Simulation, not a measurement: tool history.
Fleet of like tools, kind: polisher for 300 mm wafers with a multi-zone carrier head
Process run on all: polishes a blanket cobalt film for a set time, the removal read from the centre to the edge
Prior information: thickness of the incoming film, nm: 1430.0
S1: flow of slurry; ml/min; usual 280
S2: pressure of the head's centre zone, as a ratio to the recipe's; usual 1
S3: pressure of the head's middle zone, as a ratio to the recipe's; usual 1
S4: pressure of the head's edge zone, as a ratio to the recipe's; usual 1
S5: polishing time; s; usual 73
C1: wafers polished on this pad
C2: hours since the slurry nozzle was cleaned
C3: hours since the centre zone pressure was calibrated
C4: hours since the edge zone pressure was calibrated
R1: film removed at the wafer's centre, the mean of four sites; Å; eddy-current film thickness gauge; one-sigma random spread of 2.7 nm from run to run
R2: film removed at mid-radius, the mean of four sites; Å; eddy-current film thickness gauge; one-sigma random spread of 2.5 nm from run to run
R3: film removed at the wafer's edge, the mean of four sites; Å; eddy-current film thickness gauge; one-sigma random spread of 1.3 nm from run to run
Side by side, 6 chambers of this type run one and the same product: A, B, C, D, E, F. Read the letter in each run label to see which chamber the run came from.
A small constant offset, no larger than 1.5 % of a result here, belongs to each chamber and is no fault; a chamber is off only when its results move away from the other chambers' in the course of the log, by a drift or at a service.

run	hour	S1	S2	S3	S4	S5	C1	C2	C3	C4	R1	R2	R3
1A	6.6	280	1	1	1	73	82	430.6	892.7	609.3	1966.5	1976.7	1991.6
# hour 12.1: chamber B: centre zone pressure recalibrated
2D	13.4	280	1	1	1	73	149	53.2	580.6	128	1986	2032.3	2007.4
3B	18.8	280	1	1	1	73	476	559.9	6.7	686.7	1995.4	1977.5	1974.6
4C	24.6	280	1	1	1	73	1127	164.1	1005.1	49.9	1961.6	1985.3	1987.3
5E	29.4	280	0.94	1	1	73	339	51.1	1134.4	415.3	1871.7	1938.3	1982.9
# hour 29.9: chamber C: worn pad replaced by a new one
6F	34.8	280	0.94	1	1	73	377	230.1	357.5	156.7	1847.2	1957	1984.5
7B	41.4	280	0.94	1	1	73	683	582.5	29.3	709.3	1849.4	1978.7	1983.3
8A	48	280	0.94	1	1	73	460	472	934.1	650.7	1828.9	2002.7	1994.9
9D	55.2	280	0.94	1	1	73	530	95	622.4	169.8	1862.5	2031.7	1992.2
# hour 59.2: chamber A: edge zone pressure recalibrated
10F	61.4	280	0.94	1	1	73	620	256.7	384.1	183.3	1840.5	1990	1964.7
11C	68.7	280	1	1	1	73	354	208.2	1049.2	94	1971.3	1953.3	1981.1
# hour 69.1: chamber F: worn pad replaced by a new one
12E	75.9	280	1	1	1	73	763	97.6	1180.9	461.8	1962.3	1911.8	1983.8
13A	80.7	280	1	1	1	73	758	504.7	966.8	21.5	1992.1	1999.4	2020.2
# hour 83.1: chamber D: worn pad replaced by a new one
# hour 85.1: chamber F: slurry nozzle cleaned
14D	86	340	1	1.09	1	73	27	125.8	653.2	200.6	2019.1	2238.9	2043.5
# hour 89.5: chamber A: worn pad replaced by a new one
15B	90.5	340	1	1.09	1	73	1131	631.6	78.4	758.4	2000	2166.7	2003.2
16E	94	340	1	1.09	1	73	928	115.7	1199	479.9	2036	2181.7	2000.3
17F	97.2	340	1	1.09	1	73	257	12.2	419.9	219.1	1985	2214	1968.7
# hour 98.5: chamber B: worn pad replaced by a new one
18C	103.7	340	1	1.09	1	73	673	243.2	1084.2	129	2041.3	2238.2	2042.2
19C	108.1	340	1	1.09	1	73	713	247.6	1088.6	133.4	2001.6	2130	2014.6
20A	113	280	1	1	1	73	215	537	999.1	53.8	1992	2023.5	1974
21B	120.1	280	1	1	1	73	197	661.2	108	788	1940.2	1989.6	1987.7
# hour 124.4: chamber E: worn pad replaced by a new one
22F	124.7	355	1	1	1	73	508	39.7	447.4	246.6	1998.6	2034.8	2016.5
# hour 128.6: chamber F: worn pad replaced by a new one
23E	131.3	355	1	1	1	73	63	153	1236.3	517.2	2040.3	2022.2	2048.9
24D	135.2	355	1	1	1	73	476	175	702.4	249.8	1995.1	2071.4	2041.4
# hour 140: chamber C: centre zone pressure recalibrated
25B	140.6	355	1	1	1	73	384	681.7	128.5	808.5	2052.6	2024.7	2010.4
# hour 143.7: chamber C: worn pad replaced by a new one
26D	147	355	1	1	1	73	583	186.8	714.2	261.6	2054.9	2061.4	2050.4
27E	151.4	355	1	1	1	73	246	173.1	1256.4	537.3	2013.8	2009.9	2026.6
28A	155.2	280	1	1	1	73	600	579.2	1041.3	96	1966.6	1927.5	1999.9
29C	160.6	280	1	1	1	73	154	300.1	20.6	185.9	1789.1	1961.4	1969.5
30F	167.6	280	1	1	1	73	356	82.6	490.3	289.5	2002.1	1957.4	1956
# hour 168.3: chamber D: worn pad replaced by a new one
31B	172.8	280	1	1	1	73	678	713.9	160.7	840.7	1983.2	2015	1968.8
# hour 175.4: chamber A: centre zone pressure recalibrated
# hour 178.3: chamber E: slurry nozzle cleaned
# hour 179.8: chamber E: centre zone pressure recalibrated
32F	180.1	280	1	1	1	73	470	95.1	502.8	302	1929.6	1973.2	1978.4
# hour 181.5: chamber A: worn pad replaced by a new one
33E	183.5	280	1	1	1	73	539	5.3	3.7	569.4	1963.3	1929	1977.1
34D	186.8	280	1	1	1	73	168	226.6	754	301.4	1999.1	2038.7	1993.8
# hour 187.8: chamber B: slurry nozzle cleaned
35A	190.9	280	1	1	1	73	86	614.9	15.5	131.7	1935.5	2016	1998.5
36C	196	280	1	1	1	73	477	335.5	56	221.3	1758.5	1960.9	1959.8
# hour 197.5: chamber F: worn pad replaced by a new one
37A	200.2	280	1	1	1	73	170	624.2	24.8	141	2010.1	1959.2	1991
38B	204.8	280	1	1	1	73	970	17.1	192.7	872.7	1966.4	2002.9	1993.4
39D	210.3	280	1	1	1	73	383	250.1	777.5	324.9	1967.8	2010.9	2024.5
40F	215.3	280	1	1	1	73	162	130.3	538	337.2	1971.9	1941.4	1969.3
41E	221.3	280	1	1	1	73	884	43.1	41.5	607.2	1956.5	1936.2	1957
42C	225.8	280	1	1	1	73	749	365.3	85.8	251.1	1763.3	1983.6	1975.4
43F	229	280	1	1	1	73	287	144	551.7	350.9	1943.8	1978.5	1981.7

Next, every chamber runs the same settings. What will each give?
44A	234.3	280	1	1	1	73					?	?	?
44B	234.3	280	1	1	1	73					?	?	?
44C	234.3	280	1	1	1	73					?	?	?
44D	234.3	280	1	1	1	73					?	?	?
44E	234.3	280	1	1	1	73					?	?	?
44F	234.3	280	1	1	1	73					?	?	?

run	R1	R2	R3
44A	2000.3	1951.8	1971.4
44B	1985.3	1952.9	1974.5
44C	1735	1995.4	1974.9
44D	1992.1	2008.9	2022.3
44E	1992.6	1964.6	1976.2
44F	1917.9	1971.7	1974.2

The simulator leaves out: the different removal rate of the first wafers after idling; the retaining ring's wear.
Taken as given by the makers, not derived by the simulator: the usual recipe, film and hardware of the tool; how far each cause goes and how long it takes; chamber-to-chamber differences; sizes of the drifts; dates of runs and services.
